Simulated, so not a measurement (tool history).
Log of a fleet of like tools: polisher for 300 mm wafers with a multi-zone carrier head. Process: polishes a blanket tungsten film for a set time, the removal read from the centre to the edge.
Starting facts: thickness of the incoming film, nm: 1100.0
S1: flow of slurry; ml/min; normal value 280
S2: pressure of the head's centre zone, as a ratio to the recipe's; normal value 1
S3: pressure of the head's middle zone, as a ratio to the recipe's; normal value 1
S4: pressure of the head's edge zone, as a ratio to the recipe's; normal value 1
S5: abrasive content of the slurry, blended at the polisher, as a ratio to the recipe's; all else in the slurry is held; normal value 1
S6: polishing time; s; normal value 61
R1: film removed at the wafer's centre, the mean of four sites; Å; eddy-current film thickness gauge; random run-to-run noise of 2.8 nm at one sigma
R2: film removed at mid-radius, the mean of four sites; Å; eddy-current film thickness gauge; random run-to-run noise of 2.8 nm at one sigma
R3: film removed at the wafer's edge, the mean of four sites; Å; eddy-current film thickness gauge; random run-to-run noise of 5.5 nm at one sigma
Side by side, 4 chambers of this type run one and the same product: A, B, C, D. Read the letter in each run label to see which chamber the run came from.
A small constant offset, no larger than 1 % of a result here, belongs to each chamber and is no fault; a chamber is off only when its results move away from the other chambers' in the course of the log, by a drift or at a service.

run	hour	S1	S2	S3	S4	S5	S6	R1	R2	R3
# hour 0.4: chamber C: slurry nozzle cleaned
# hour 0.8: chamber D: slurry nozzle cleaned
# hour 8.3: chamber B: worn pad replaced by a new one
1A	12.9	280	1	1	1	1	61	4146.5	4099.4	4114.8
2C	19.1	280	1	1	1	1	61	4124.7	4059.8	4172.1
3D	27.2	280	1	1	1	1	61	4146.3	4154.5	4155.8
# hour 38.5: chamber A: centre zone pressure recalibrated
4B	40.1	280	1	1	1	1	61	4104.3	4088.3	4112.5
5D	51.3	280	1	1	1	1	61	4117.1	4142.9	4109.5
# hour 52.6: chamber C: worn pad replaced by a new one
6B	64.8	280	1	1	1	1	61	4152.1	4084.5	4168.1
7A	74.4	280	1	1.04	1	1	61	4082.9	4275.6	4160.8
# hour 80.6: chamber D: worn pad replaced by a new one
8C	85.8	280	1	1.04	1	1	61	4122.8	4211.4	3993.6
# hour 87.3: chamber A: slurry nozzle cleaned
# hour 91.3: chamber D: edge zone pressure recalibrated
9D	98.8	280	1	1.04	1	1	61	4086	4269.9	4049.1
# hour 108.4: chamber A: worn pad replaced by a new one
10B	110.8	280	1	1.04	1	1	61	4080.8	4247.4	4070.6
11C	122.3	280	1	1	1	1	61	4103.2	4076.4	4075
12A	132.4	280	1	1	1	1	61	4091.1	4149.6	4188.1
13D	139.5	280	1	1	1	1	41	2769.4	2760.8	2732.6
14B	147.9	280	1	1	1	1	41	2773.9	2774.9	2816
15A	157.3	280	1	1	1	1	41	2789.1	2779.9	2725.6
# hour 164.4: chamber C: worn pad replaced by a new one
16C	164.4	280	1	1	1	1	41	2761.2	2780	2724.3
# hour 168.4: chamber D: worn pad replaced by a new one
17D	176.2	280	1	1	1	1	61	4088.8	4110.2	4112.1
# hour 177.1: chamber B: worn pad replaced by a new one
18B	186	280	1	1	1	1	61	4065	4159.5	4205.8
19C	193.9	280	1	1	1	1	61	4112.8	4113.8	4156.7
20A	202.3	280	1	1	1	1	61	4051.5	4107.4	4117.1
21A	215.3	280	1	1	1	1	54	3595.4	3677.5	3720.3
22D	228.6	280	1	1	1	1	54	3649.6	3646.6	3622.1
23B	239.3	280	1	1	1	1	54	3649.1	3654.5	3693.7
# hour 249: chamber D: worn pad replaced by a new one
24C	249	280	1	1	1	1	54	3634.3	3634.5	3568
25D	255.4	280	1	1	1	1	61	4114.4	4046.4	3981.7
26B	263.3	280	1	1	1	1	61	4073.9	4051.3	4164.6
# hour 271.9: chamber A: worn pad replaced by a new one
# hour 273.6: chamber C: worn pad replaced by a new one
27C	276.4	280	1	1.11	1	1	77	5187.6	5660.1	5225.2
28A	287.5	280	1	1.11	1	1	77	5106.9	5715.1	5309.4
29B	301.1	280	1	1.11	1	1	77	5167.8	5721.6	5321.8
30D	312.7	280	1	1.11	1	1	77	5177	5821.3	5319.4
# hour 314.5: chamber B: centre zone pressure recalibrated
31A	323.5	315	1	1	1	1	61	4171.7	4164.7	4289.1
# hour 324.4: chamber D: worn pad replaced by a new one
32C	335.1	315	1	1	1	1	61	4128.3	4117.7	4168.4
33D	348.1	315	1	1	1	1	61	4132.6	4122.1	4180.2
# hour 348.7: chamber B: worn pad replaced by a new one
# hour 354.3: chamber B: edge zone pressure recalibrated
34A	354.5	315	1	1	1	1	61	4115.5	4215.5	4149.7
# hour 362.9: chamber A: centre zone pressure recalibrated
35C	365.9	280	1	1	1	1	61	4082	4142.5	4025.8
36B	372.9	280	1	1	1	1	61	4112.9	4080	4124.2
37B	383.6	280	1	1	1	1	48	3192.6	3206	3241.4
# hour 388.9: chamber D: centre zone pressure recalibrated
38D	394.1	280	1	1	1	1	48	3188.8	3259.7	3195.5
39C	401.3	280	1	1	1	1	48	3207.5	3212.8	3228.6
# hour 406.8: chamber B: slurry nozzle cleaned
40A	410.3	280	1	1	1	1	48	3195.8	3230.4	3314.5
41B	423.6	280	1	1	1	1	61	4066	4053.8	4147.3

Each of the 4 chambers runs these same settings next. Fill in every chamber's results:
42A	433.4	280	1.05	1	1	1	61	?	?	?
42B	433.4	280	1.05	1	1	1	61	?	?	?
42C	433.4	280	1.05	1	1	1	61	?	?	?
42D	433.4	280	1.05	1	1	1	61	?	?	?

run	R1	R2	R3
42A	4265	4080.9	4089
42B	4341.7	4070.6	4263.3
42C	4350.3	4129.9	4157.7
42D	4339.9	4127.4	4090

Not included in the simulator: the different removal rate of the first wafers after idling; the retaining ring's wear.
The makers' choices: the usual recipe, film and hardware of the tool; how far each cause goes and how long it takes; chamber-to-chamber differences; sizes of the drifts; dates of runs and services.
